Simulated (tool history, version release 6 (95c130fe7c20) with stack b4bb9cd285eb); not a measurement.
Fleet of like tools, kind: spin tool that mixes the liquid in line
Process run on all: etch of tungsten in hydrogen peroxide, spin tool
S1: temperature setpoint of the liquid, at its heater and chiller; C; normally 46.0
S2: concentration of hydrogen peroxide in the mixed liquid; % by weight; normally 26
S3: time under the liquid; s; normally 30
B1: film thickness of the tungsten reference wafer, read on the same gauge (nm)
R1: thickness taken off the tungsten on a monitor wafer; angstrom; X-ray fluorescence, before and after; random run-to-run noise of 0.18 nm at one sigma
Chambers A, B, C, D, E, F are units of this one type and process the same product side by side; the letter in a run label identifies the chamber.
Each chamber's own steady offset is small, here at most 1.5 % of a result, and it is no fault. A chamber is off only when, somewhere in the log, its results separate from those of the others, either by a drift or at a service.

{"run": "1E", "hour": 5.9, "S1": 46.0, "S2": 26, "S3": 30, "B1": 60.008, "R1": 516.66}
{"run": "2A", "hour": 17.7, "S1": 46.0, "S2": 26, "S3": 30, "B1": 60.033, "R1": 511.08}
{"run": "3B", "hour": 25.6, "S1": 46.0, "S2": 26, "S3": 30, "B1": 60.014, "R1": 513.45}
{"run": "4F", "hour": 32.3, "S1": 46.0, "S2": 26, "S3": 30, "B1": 60.048, "R1": 515.09}
{"run": "5C", "hour": 45.2, "S1": 46.0, "S2": 30, "S3": 30, "B1": 60.021, "R1": 557.33}
{"run": "6D", "hour": 56.6, "S1": 46.0, "S2": 30, "S3": 30, "B1": 59.997, "R1": 550.78}
{"run": "7B", "hour": 63.9, "S1": 46.0, "S2": 30, "S3": 30, "B1": 60.013, "R1": 554.67}
{"run": "8D", "hour": 73.0, "S1": 46.0, "S2": 30, "S3": 30, "B1": 60.009, "R1": 544.24}
{"run": "9F", "hour": 80.4, "S1": 46.0, "S2": 30, "S3": 30, "B1": 59.962, "R1": 552.75}
{"run": "10A", "hour": 89.6, "S1": 46.0, "S2": 30, "S3": 30, "B1": 60.022, "R1": 551.63}
{"hour": 89.9, "done": "chamber C: peroxide flow meter replaced"}
{"run": "11C", "hour": 98.3, "S1": 46.0, "S2": 30, "S3": 30, "B1": 60.012, "R1": 555.79}
{"run": "12E", "hour": 107.2, "S1": 46.0, "S2": 30, "S3": 30, "B1": 60.003, "R1": 556.75}
{"run": "13B", "hour": 114.4, "S1": 46.0, "S2": 30, "S3": 30, "B1": 60.027, "R1": 554.61}
{"hour": 118.0, "done": "chamber E: heated supply line repaired"}
{"run": "14C", "hour": 124.4, "S1": 46.0, "S2": 30, "S3": 30, "B1": 59.989, "R1": 558.28}
{"run": "15D", "hour": 133.0, "S1": 46.0, "S2": 30, "S3": 30, "B1": 59.993, "R1": 546.18}
{"run": "16E", "hour": 145.9, "S1": 46.0, "S2": 30, "S3": 30, "B1": 59.928, "R1": 559.04}
{"run": "17F", "hour": 154.8, "S1": 37.5, "S2": 30, "S3": 30, "B1": 60.017, "R1": 314.92}
{"run": "18A", "hour": 162.7, "S1": 37.5, "S2": 30, "S3": 30, "B1": 60.067, "R1": 316.17}
{"run": "19F", "hour": 171.3, "S1": 37.5, "S2": 30, "S3": 30, "B1": 60.029, "R1": 316.22}
{"run": "20A", "hour": 178.7, "S1": 37.5, "S2": 30, "S3": 30, "B1": 59.981, "R1": 315.98}
{"run": "21B", "hour": 185.7, "S1": 37.5, "S2": 30, "S3": 30, "B1": 60.008, "R1": 318.63}
{"run": "22D", "hour": 192.4, "S1": 37.5, "S2": 30, "S3": 30, "B1": 60.05, "R1": 315.03}
{"run": "23E", "hour": 202.6, "S1": 46.0, "S2": 26, "S3": 30, "B1": 60.024, "R1": 517.14}
{"run": "24C", "hour": 211.9, "S1": 46.0, "S2": 26, "S3": 30, "B1": 59.97, "R1": 517.54}
{"run": "25A", "hour": 221.2, "S1": 46.0, "S2": 30, "S3": 15, "B1": 60.021, "R1": 274.4}
{"run": "26F", "hour": 232.3, "S1": 46.0, "S2": 30, "S3": 15, "B1": 59.996, "R1": 273.16}
{"run": "27D", "hour": 242.7, "S1": 46.0, "S2": 30, "S3": 15, "B1": 59.975, "R1": 275.14}
{"run": "28E", "hour": 250.1, "S1": 46.0, "S2": 30, "S3": 15, "B1": 59.998, "R1": 276.73}
{"hour": 251.3, "done": "chamber A: peroxide flow meter replaced"}
{"run": "29B", "hour": 260.6, "S1": 46.0, "S2": 30, "S3": 15, "B1": 59.989, "R1": 275.85}
{"run": "30C", "hour": 268.6, "S1": 46.0, "S2": 30, "S3": 15, "B1": 60.013, "R1": 279.23}
{"run": "31F", "hour": 277.0, "S1": 46.0, "S2": 26, "S3": 30, "B1": 59.977, "R1": 509.81}
{"run": "32E", "hour": 288.7, "S1": 46.0, "S2": 26, "S3": 30, "B1": 59.977, "R1": 517.46}
{"run": "33C", "hour": 294.6, "S1": 46.0, "S2": 26, "S3": 30, "B1": 59.955, "R1": 519.53}
{"run": "34B", "hour": 303.9, "S1": 46.0, "S2": 26, "S3": 30, "B1": 59.997, "R1": 513.75}
{"run": "35D", "hour": 311.7, "S1": 46.0, "S2": 26, "S3": 30, "B1": 59.983, "R1": 510.19}
{"run": "36A", "hour": 324.6, "S1": 46.0, "S2": 26, "S3": 30, "B1": 59.976, "R1": 511.26}
{"run": "37F", "hour": 331.3, "S1": 46.0, "S2": 26, "S3": 30, "B1": 60.031, "R1": 515.24}
{"run": "38B", "hour": 339.7, "S1": 52.0, "S2": 26, "S3": 30, "B1": 59.998, "R1": 751.32}
{"run": "39C", "hour": 346.1, "S1": 52.0, "S2": 26, "S3": 30, "B1": 60.012, "R1": 747.42}
{"run": "40E", "hour": 354.4, "S1": 52.0, "S2": 26, "S3": 30, "B1": 59.994, "R1": 746.4}
{"run": "41A", "hour": 364.4, "S1": 52.0, "S2": 26, "S3": 30, "B1": 60.015, "R1": 742.78}

Is one chamber out of step, is the gauge drifting, or do the chambers differ by no more than their own small offsets? For an off chamber, give its letter and the likeliest cause.

Beyond each chamber's small constant offset nothing stands out, and the gauge stays steady.
